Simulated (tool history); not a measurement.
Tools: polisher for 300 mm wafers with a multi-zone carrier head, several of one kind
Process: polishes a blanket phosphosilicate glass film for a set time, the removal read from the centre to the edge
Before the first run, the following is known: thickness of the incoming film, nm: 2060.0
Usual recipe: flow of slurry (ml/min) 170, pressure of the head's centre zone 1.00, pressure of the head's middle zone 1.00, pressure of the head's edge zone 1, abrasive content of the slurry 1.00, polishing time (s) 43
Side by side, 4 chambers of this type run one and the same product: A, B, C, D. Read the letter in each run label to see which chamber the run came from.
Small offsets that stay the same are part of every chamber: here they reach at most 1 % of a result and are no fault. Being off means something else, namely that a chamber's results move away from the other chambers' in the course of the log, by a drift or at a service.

run   hour  flow of slurry (ml/min)  pressure of the head's centre zone  pressure of the head's middle zone  pressure of the head's edge zone  abrasive content of the slurry  polishing time (s)  wafers polished on this pad  hours since the slurry nozzle was cleaned  hours since the centre zone pressure was calibrated  hours since the edge zone pressure was calibrated  film removed at the wafer's centre (nm)  film removed at mid-radius (nm)  film removed at the wafer's edge (nm)
       0.7  -- chamber D: worn pad replaced by a new one
 1D   12.4                      170                                1.00                                1.00                                 1                            1.00                  43                           68                                       17.9                                                500.0                                             1074.6                                   479.72                           466.63                                 474.81
 2A   22.7                      170                                1.00                                1.00                                 1                            1.00                  43                          260                                      393.7                                                411.2                                              137.7                                   474.55                           468.77                                 472.66
      26.3  -- chamber B: worn pad replaced by a new one
 3C   33.8                      170                                1.00                                1.00                                 1                            1.00                  43                          764                                       93.1                                                 58.0                                               48.0                                   474.50                           483.41                                 461.43
 4B   41.7                      170                                1.00                                1.00                                 1                            1.00                  43                           91                                      253.7                                                457.7                                              963.1                                   466.49                           461.79                                 467.49
 5C   55.7                      170                                1.00                                1.00                                 1                            1.00                  43                          893                                      115.0                                                 79.9                                               69.9                                   474.15                           471.04                                 468.72
      58.1  -- chamber D: edge zone pressure recalibrated
 6B   63.8                      170                                1.00                                1.00                                 1                            1.00                  43                          221                                      275.8                                                479.8                                              985.2                                   482.27                           461.06                                 472.73
 7D   70.4                      170                                1.00                                1.00                                 1                            1.00                  43                          410                                       75.9                                                558.0                                               12.4                                   468.07                           475.91                                 474.93
 8A   79.6                      170                                1.00                                1.06                                 1                            1.15                  43                          595                                      450.6                                                468.1                                              194.6                                   497.72                           524.60                                 501.68
 9B   88.4                      170                                1.00                                1.06                                 1                            1.15                  43                          366                                      300.4                                                504.4                                             1009.8                                   506.43                           526.46                                 505.75
10D   95.1                      170                                1.00                                1.06                                 1                            1.15                  43                          555                                      100.6                                                582.7                                               37.1                                   506.93                           535.61                                 500.49
11A  107.1                      170                                1.00                                1.06                                 1                            1.15                  43                          757                                      478.1                                                495.6                                              222.1                                   513.36                           527.09                                 501.80
     109.5  -- chamber C: worn pad replaced by a new one
12C  116.9                      170                                1.00                                1.00                                 1                            1.00                  43                           43                                      176.2                                                141.1                                              131.1                                   474.37                           460.82                                 471.58
13A  124.4                      170                                1.00                                1.00                                 1                            1.00                  43                          859                                      495.4                                                512.9                                              239.4                                   473.98                           470.58                                 470.47
14C  131.8                      170                                1.00                                1.00                                 1                            1.00                  43                          131                                      191.1                                                156.0                                              146.0                                   478.96                           478.01                                 466.28
     138.5  -- chamber A: worn pad replaced by a new one
15D  145.8                      170                                1.00                                1.00                                 1                            1.00                  43                          854                                      151.3                                                633.4                                               87.8                                   455.80                           474.07                                 474.13
16B  155.5                      170                                1.00                                1.00                                 1                            1.00                  43                          761                                      367.5                                                571.5                                             1076.9                                   469.80                           473.44                                 470.44
     161.2  -- chamber A: slurry nozzle cleaned
17D  167.7                      170                                1.00                                1.00                                 1                            1.00                  43                          983                                      173.2                                                655.3                                              109.7                                   461.58                           475.52                                 477.59
18C  173.9                      170                                1.07                                1.00                                 1                            1.00                  36                          379                                      233.2                                                198.1                                              188.1                                   425.12                           401.56                                 385.41
     179.0  -- chamber B: worn pad replaced by a new one
19B  181.1                      170                                1.07                                1.00                                 1                            1.00                  36                           12                                      393.1                                                597.1                                             1102.5                                   423.45                           390.77                                 395.76
     182.2  -- chamber B: centre zone pressure recalibrated
20A  189.1                      170                                1.07                                1.00                                 1                            1.00                  36                          298                                       27.9                                                577.6                                              304.1                                   419.55                           393.91                                 395.97
21A  201.7                      170                                1.07                                1.00                                 1                            1.00                  36                          372                                       40.5                                                590.2                                              316.7                                   434.21                           387.67                                 403.43
     203.7  -- chamber D: worn pad replaced by a new one
22B  213.9                      170                                1.00                                1.00                                 1                            1.00                  43                          205                                      425.9                                                 31.8                                             1135.3                                   472.53                           472.16                                 463.88
     217.5  -- chamber D: slurry nozzle cleaned
23C  225.4                      170                                0.89                                1.00                                 1                            1.00                  43                          682                                      284.7                                                249.6                                              239.6                                   425.11                           478.46                                 466.69
24D  237.6                      170                                0.89                                1.00                                 1                            1.00                  43                          200                                       20.2                                                725.2                                              179.6                                   394.02                           485.53                                 476.10
     247.5  -- chamber B: slurry nozzle cleaned
25C  250.7                      170                                0.89                                1.00                                 1                            1.00                  43                          831                                      310.0                                                274.9                                              264.9                                   401.39                           472.21                                 474.65
     251.6  -- chamber C: edge zone pressure recalibrated
26D  261.8                      170                                0.89                                1.00                                 1                            1.00                  43                          342                                       44.4                                                749.4                                              203.8                                   390.13                           477.22                                 474.75
27A  270.4                      170                                1.00                                1.00                                 1                            1.00                  43                          776                                      109.2                                                658.9                                              385.4                                   476.91                           461.28                                 479.84
28B  278.4                      170                                1.00                                1.00                                 1                            1.00                  43                          585                                       30.9                                                 96.3                                             1199.8                                   477.83                           453.68                                 463.54
29B  291.6                      170                                1.00                                1.00                                 1                            1.00                  43                          663                                       44.1                                                109.5                                             1213.0                                   464.49                           465.43                                 467.75
30C  299.0                      170                                1.00                                1.00                                 1                            1.00                  43                         1115                                      358.3                                                323.2                                               47.4                                   469.23                           472.12                                 469.67
     299.2  -- chamber A: edge zone pressure recalibrated
31D  309.4                      170                                1.00                                1.00                                 1                            1.00                  43                          622                                       92.0                                                797.0                                              251.4                                   439.91                           471.32                                 475.62
     310.2  -- chamber A: worn pad replaced by a new one
32A  319.7                      170                                1.00                                1.00                                 1                            1.00                  43                           55                                      158.5                                                708.2                                               20.6                                   474.56                           473.44                                 473.68
33B  328.5                      170                                1.00                                1.00                                 1                            1.00                  43                          880                                       81.0                                                146.4                                             1249.9                                   478.64                           473.71                                 467.27
     337.6  -- chamber C: worn pad replaced by a new one
34D  340.6                      170                                1.00                                1.00                                 1                            1.00                  43                          806                                      123.2                                                828.2                                              282.6                                   442.27                           471.42                                 472.76
     348.6  -- chamber B: worn pad replaced by a new one
     349.3  -- chamber C: centre zone pressure recalibrated
35A  350.6                      170                                1.00                                1.00                                 1                            1.00                  43                          237                                      189.4                                                739.1                                               51.5                                   471.65                           459.45                                 475.63
36C  357.6                      170                                1.00                                1.00                                 1                            1.00                  43                          118                                      416.9                                                  8.3                                              106.0                                   472.76                           480.92                                 469.51
     363.1  -- chamber C: slurry nozzle cleaned
37A  368.1                      170                                1.00                                1.00                                 1                            1.00                  43                          340                                      206.9                                                756.6                                               69.0                                   480.67                           480.82                                 474.39
38C  381.7                      170                                1.09                                1.00                                 1                            1.00                  43                          259                                       18.6                                                 32.4                                              130.1                                   527.00                           460.24                                 469.26
39B  392.4                      170                                1.09                                1.00                                 1                            1.00                  43                          258                                      144.9                                                210.3                                             1313.8                                   514.42                           474.95                                 463.15
40D  401.5                      170                                1.09                                1.00                                 1                            1.00                  43                         1164                                      184.1                                                889.1                                              343.5                                   465.12                           474.17                                 476.04
41C  413.0                      170                                1.09                                1.00                                 1                            1.00                  43                          444                                       49.9                                                 63.7                                              161.4                                   524.27                           473.50                                 469.28

Which is it: a chamber that has drifted or been left off by a service, a gauge drift common to all chambers, or only each chamber's usual small offset? If a chamber is off, name it and its likeliest cause.

Little by little, chamber D moves away from the other chambers.
Cause: centre zone's pressure below its setpoint, % = 8.99.

Chamber D could run next with any of the 4 candidate recipes listed below; each alters the usual settings, and their results appear as question marks. Which one brings its results back in line with what the other chambers deliver on the usual settings?
In-line tolerance around the mean of the other chambers on the usual settings: film removed at the wafer's centre (nm) 18.00; film removed at mid-radius (nm) 19.00; film removed at the wafer's edge (nm) 15.00
42D-1  423.1                      175                                1.03                                0.99                              0.99                            1.00                  43                                                                                                                                                                                                                        ?                                ?                                      ?
42D-2  423.1                      175                                1.09                                0.98                              0.97                            1.00                  43                                                                                                                                                                                                                        ?                                ?                                      ?
42D-3  423.1                      165                                0.91                                1.02                              1.03                            1.00                  43                                                                                                                                                                                                                        ?                                ?                                      ?
42D-4  423.1                      165                                0.97                                1.01                              1.01                            1.00                  43                                                                                                                                                                                                                        ?                                ?                                      ?

Other chambers, usual settings, mean: film removed at the wafer's centre (nm) 471.43; film removed at mid-radius (nm) 468.97; film removed at the wafer's edge (nm) 469.90
  run  film removed at the wafer's centre (nm)  film removed at mid-radius (nm)  film removed at the wafer's edge (nm)
42D-1                                   440.00                           471.56                                 474.94
42D-2                                   468.63                           467.07                                 469.96
42D-3                                   378.47                           480.06                                 481.28
42D-4                                   406.79                           475.62                                 476.36
42D-2 brings the chamber back in line.
